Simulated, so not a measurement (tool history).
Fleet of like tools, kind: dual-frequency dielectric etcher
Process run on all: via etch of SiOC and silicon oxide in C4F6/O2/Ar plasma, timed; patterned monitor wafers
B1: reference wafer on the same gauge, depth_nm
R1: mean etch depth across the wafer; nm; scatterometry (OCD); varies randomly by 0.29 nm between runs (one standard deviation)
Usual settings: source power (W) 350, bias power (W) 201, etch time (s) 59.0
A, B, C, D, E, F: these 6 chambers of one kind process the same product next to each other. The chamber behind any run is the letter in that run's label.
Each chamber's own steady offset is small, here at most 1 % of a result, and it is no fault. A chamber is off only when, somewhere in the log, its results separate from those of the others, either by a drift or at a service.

{"run": "1A", "hour": 4.2, "source power (W)": 350, "bias power (W)": 201, "etch time (s)": 59.0, "B1": 58.684, "R1": 65.807}
{"run": "2B", "hour": 11.9, "source power (W)": 350, "bias power (W)": 201, "etch time (s)": 59.0, "B1": 58.632, "R1": 65.767}
{"run": "3C", "hour": 17.6, "source power (W)": 350, "bias power (W)": 201, "etch time (s)": 59.0, "B1": 58.717, "R1": 65.714}
{"hour": 24.0, "done": "chamber E: bias power generator calibrated"}
{"run": "4E", "hour": 25.4, "source power (W)": 350, "bias power (W)": 201, "etch time (s)": 59.0, "B1": 58.697, "R1": 65.625}
{"run": "5F", "hour": 32.9, "source power (W)": 350, "bias power (W)": 201, "etch time (s)": 59.0, "B1": 58.713, "R1": 65.556}
{"run": "6D", "hour": 41.6, "source power (W)": 350, "bias power (W)": 201, "etch time (s)": 59.0, "B1": 58.762, "R1": 65.497}
{"run": "7E", "hour": 50.2, "source power (W)": 350, "bias power (W)": 201, "etch time (s)": 59.0, "B1": 58.664, "R1": 65.598}
{"run": "8B", "hour": 56.4, "source power (W)": 350, "bias power (W)": 201, "etch time (s)": 59.0, "B1": 58.74, "R1": 66.149}
{"hour": 61.2, "done": "chamber E: wet clean of the chamber"}
{"run": "9D", "hour": 63.6, "source power (W)": 350, "bias power (W)": 201, "etch time (s)": 59.0, "B1": 58.651, "R1": 65.314}
{"run": "10C", "hour": 72.0, "source power (W)": 350, "bias power (W)": 201, "etch time (s)": 59.0, "B1": 58.707, "R1": 65.699}
{"run": "11A", "hour": 78.2, "source power (W)": 350, "bias power (W)": 201, "etch time (s)": 59.0, "B1": 58.644, "R1": 65.849}
{"run": "12F", "hour": 85.6, "source power (W)": 350, "bias power (W)": 201, "etch time (s)": 59.0, "B1": 58.643, "R1": 65.57}
{"run": "13E", "hour": 91.4, "source power (W)": 350, "bias power (W)": 201, "etch time (s)": 59.0, "B1": 58.679, "R1": 65.482}
{"run": "14A", "hour": 95.6, "source power (W)": 400, "bias power (W)": 167, "etch time (s)": 59.0, "B1": 58.734, "R1": 65.248}
{"run": "15F", "hour": 100.2, "source power (W)": 400, "bias power (W)": 167, "etch time (s)": 59.0, "B1": 58.735, "R1": 65.26}
{"run": "16D", "hour": 105.5, "source power (W)": 400, "bias power (W)": 167, "etch time (s)": 59.0, "B1": 58.662, "R1": 64.543}
{"run": "17C", "hour": 111.2, "source power (W)": 400, "bias power (W)": 167, "etch time (s)": 59.0, "B1": 58.705, "R1": 65.277}
{"run": "18B", "hour": 116.8, "source power (W)": 400, "bias power (W)": 167, "etch time (s)": 59.0, "B1": 58.682, "R1": 65.499}
{"run": "19F", "hour": 125.5, "source power (W)": 400, "bias power (W)": 167, "etch time (s)": 59.0, "B1": 58.694, "R1": 64.773}
{"run": "20B", "hour": 132.5, "source power (W)": 350, "bias power (W)": 201, "etch time (s)": 59.0, "B1": 58.726, "R1": 66.104}
{"run": "21A", "hour": 137.9, "source power (W)": 350, "bias power (W)": 201, "etch time (s)": 59.0, "B1": 58.71, "R1": 66.204}
{"run": "22C", "hour": 146.6, "source power (W)": 350, "bias power (W)": 201, "etch time (s)": 59.0, "B1": 58.758, "R1": 65.729}
{"hour": 147.0, "done": "chamber B: wet clean of the chamber"}
{"run": "23D", "hour": 154.0, "source power (W)": 350, "bias power (W)": 201, "etch time (s)": 59.0, "B1": 58.725, "R1": 64.961}
{"run": "24E", "hour": 162.1, "source power (W)": 350, "bias power (W)": 201, "etch time (s)": 59.0, "B1": 58.715, "R1": 65.621}
{"run": "25F", "hour": 166.3, "source power (W)": 350, "bias power (W)": 201, "etch time (s)": 59.0, "B1": 58.763, "R1": 65.548}
{"run": "26D", "hour": 172.1, "source power (W)": 350, "bias power (W)": 201, "etch time (s)": 59.0, "B1": 58.678, "R1": 65.508}
{"run": "27A", "hour": 176.0, "source power (W)": 350, "bias power (W)": 201, "etch time (s)": 59.0, "B1": 58.747, "R1": 65.769}
{"run": "28C", "hour": 181.9, "source power (W)": 350, "bias power (W)": 201, "etch time (s)": 59.0, "B1": 58.638, "R1": 65.653}
{"run": "29E", "hour": 188.1, "source power (W)": 350, "bias power (W)": 201, "etch time (s)": 59.0, "B1": 58.702, "R1": 65.191}
{"run": "30B", "hour": 193.2, "source power (W)": 350, "bias power (W)": 201, "etch time (s)": 59.0, "B1": 58.723, "R1": 66.399}
{"run": "31D", "hour": 199.5, "source power (W)": 350, "bias power (W)": 201, "etch time (s)": 59.0, "B1": 58.691, "R1": 65.501}
{"run": "32E", "hour": 204.6, "source power (W)": 350, "bias power (W)": 201, "etch time (s)": 59.0, "B1": 58.685, "R1": 65.73}
{"run": "33C", "hour": 210.0, "source power (W)": 350, "bias power (W)": 201, "etch time (s)": 59.0, "B1": 58.762, "R1": 65.529}
{"run": "34F", "hour": 216.4, "source power (W)": 350, "bias power (W)": 201, "etch time (s)": 59.0, "B1": 58.655, "R1": 65.435}
{"run": "35A", "hour": 222.5, "source power (W)": 400, "bias power (W)": 220, "etch time (s)": 59.0, "B1": 58.716, "R1": 71.034}
{"run": "36B", "hour": 230.7, "source power (W)": 400, "bias power (W)": 220, "etch time (s)": 59.0, "B1": 58.71, "R1": 71.812}
{"run": "37E", "hour": 238.8, "source power (W)": 400, "bias power (W)": 220, "etch time (s)": 59.0, "B1": 58.647, "R1": 71.341}

Does one chamber stand apart from the rest, does the shared gauge drift, or is all well apart from small per-chamber offsets? Give the chamber and the most likely cause, where there is one.

Nothing is wrong: each chamber keeps only its own small, steady offset and the gauge holds still.
